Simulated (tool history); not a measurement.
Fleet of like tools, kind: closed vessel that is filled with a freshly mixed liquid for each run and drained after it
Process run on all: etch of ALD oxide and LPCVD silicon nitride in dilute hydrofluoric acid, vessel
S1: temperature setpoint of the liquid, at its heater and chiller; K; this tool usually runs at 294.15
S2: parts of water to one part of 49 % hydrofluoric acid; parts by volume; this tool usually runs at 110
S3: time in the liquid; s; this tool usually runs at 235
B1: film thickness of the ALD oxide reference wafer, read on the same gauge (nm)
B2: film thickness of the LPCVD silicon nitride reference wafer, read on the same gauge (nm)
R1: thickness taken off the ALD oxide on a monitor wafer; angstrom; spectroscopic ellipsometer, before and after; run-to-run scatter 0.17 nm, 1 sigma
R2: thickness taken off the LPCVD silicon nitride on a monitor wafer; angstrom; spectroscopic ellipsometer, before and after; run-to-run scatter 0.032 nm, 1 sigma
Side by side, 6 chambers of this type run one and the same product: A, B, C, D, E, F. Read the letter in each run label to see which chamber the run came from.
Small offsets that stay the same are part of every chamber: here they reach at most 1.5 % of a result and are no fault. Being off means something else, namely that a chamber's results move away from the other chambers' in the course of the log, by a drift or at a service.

run,day,S1,S2,S3,B1,B2,R1,R2
# day 0.171: chamber F: hydrofluoric acid flow meter replaced
1A,0.475,294.15,110,235,110.03,50.021,327.67,8.7153
2E,0.850,294.15,110,235,110.00,50.023,324.35,9.0006
3B,1.171,294.15,110,235,110.00,49.986,331.47,8.7079
4F,1.608,294.15,110,235,110.02,50.011,327.16,8.4260
5C,1.967,294.15,110,235,109.99,50.008,328.48,8.6645
6D,2.304,294.15,110,235,109.99,49.982,324.14,8.0773
7D,2.671,294.15,110,235,109.99,49.986,324.79,8.6777
8B,2.917,294.15,110,235,110.00,49.992,327.26,8.1661
9A,3.388,294.15,160,130,110.00,49.978,116.96,3.1557
10C,3.854,294.15,160,130,110.00,50.002,118.14,3.0919
11F,4.075,294.15,160,130,109.98,50.025,118.63,3.1540
12E,4.396,294.15,160,130,110.02,50.009,117.31,3.3167
13C,4.867,294.15,160,130,110.01,49.971,116.92,3.1619
14D,5.346,294.15,160,130,110.01,50.012,116.91,3.3443
15F,5.558,294.15,110,330,109.99,49.997,463.19,12.0830
16E,5.988,294.15,110,330,110.02,49.981,456.24,11.4930
# day 6.162: chamber E: hydrofluoric acid flow meter replaced
17A,6.300,294.15,110,330,109.97,50.008,463.74,11.3400
18B,6.579,294.15,110,330,110.01,50.005,461.43,10.9190
19D,7.008,294.15,110,330,110.00,49.996,458.64,12.1440
20A,7.396,294.15,110,330,110.03,49.966,465.33,11.6910
21C,7.612,294.15,110,235,109.98,49.977,325.75,8.6255
22F,7.996,294.15,110,235,109.98,49.997,325.47,8.4509
23E,8.317,294.15,110,235,110.04,50.022,323.62,8.5443
24B,8.667,294.15,110,235,110.02,49.991,327.93,8.3527
25B,9.058,294.15,110,235,110.04,49.990,327.24,8.6339
26F,9.267,294.15,110,235,110.03,49.994,327.48,8.1262
27D,9.671,294.15,110,235,110.02,50.007,324.70,8.7642
# day 9.733: chamber C: hydrofluoric acid flow meter replaced
28C,10.021,294.15,110,235,109.96,49.984,326.80,8.2486
29A,10.275,294.15,110,235,110.00,49.991,329.91,8.4242
30E,10.662,294.15,110,235,109.95,49.961,323.72,8.4919
31E,10.954,294.15,110,235,109.99,49.987,323.49,8.5294
32D,11.325,294.15,110,235,110.01,50.007,325.26,8.7064
33F,11.633,294.15,110,235,110.00,49.965,327.75,8.5528
34B,11.850,298.15,110,235,110.02,49.971,387.15,11.3970
35C,12.312,298.15,110,235,109.97,50.031,386.29,10.7860
36A,12.667,298.15,110,235,109.98,49.967,388.03,10.5330

The same settings go to every chamber for the next run, one line per chamber below. Forecast the results for each:
37A,13.012,294.15,110,235,,,?,?
37B,13.012,294.15,110,235,,,?,?
37C,13.012,294.15,110,235,,,?,?
37D,13.012,294.15,110,235,,,?,?
37E,13.012,294.15,110,235,,,?,?
37F,13.012,294.15,110,235,,,?,?

run,R1,R2
37A,329.91,8.7611
37B,328.64,8.3718
37C,328.93,8.2761
37D,325.84,8.6550
37E,323.13,8.0010
37F,326.73,8.8398
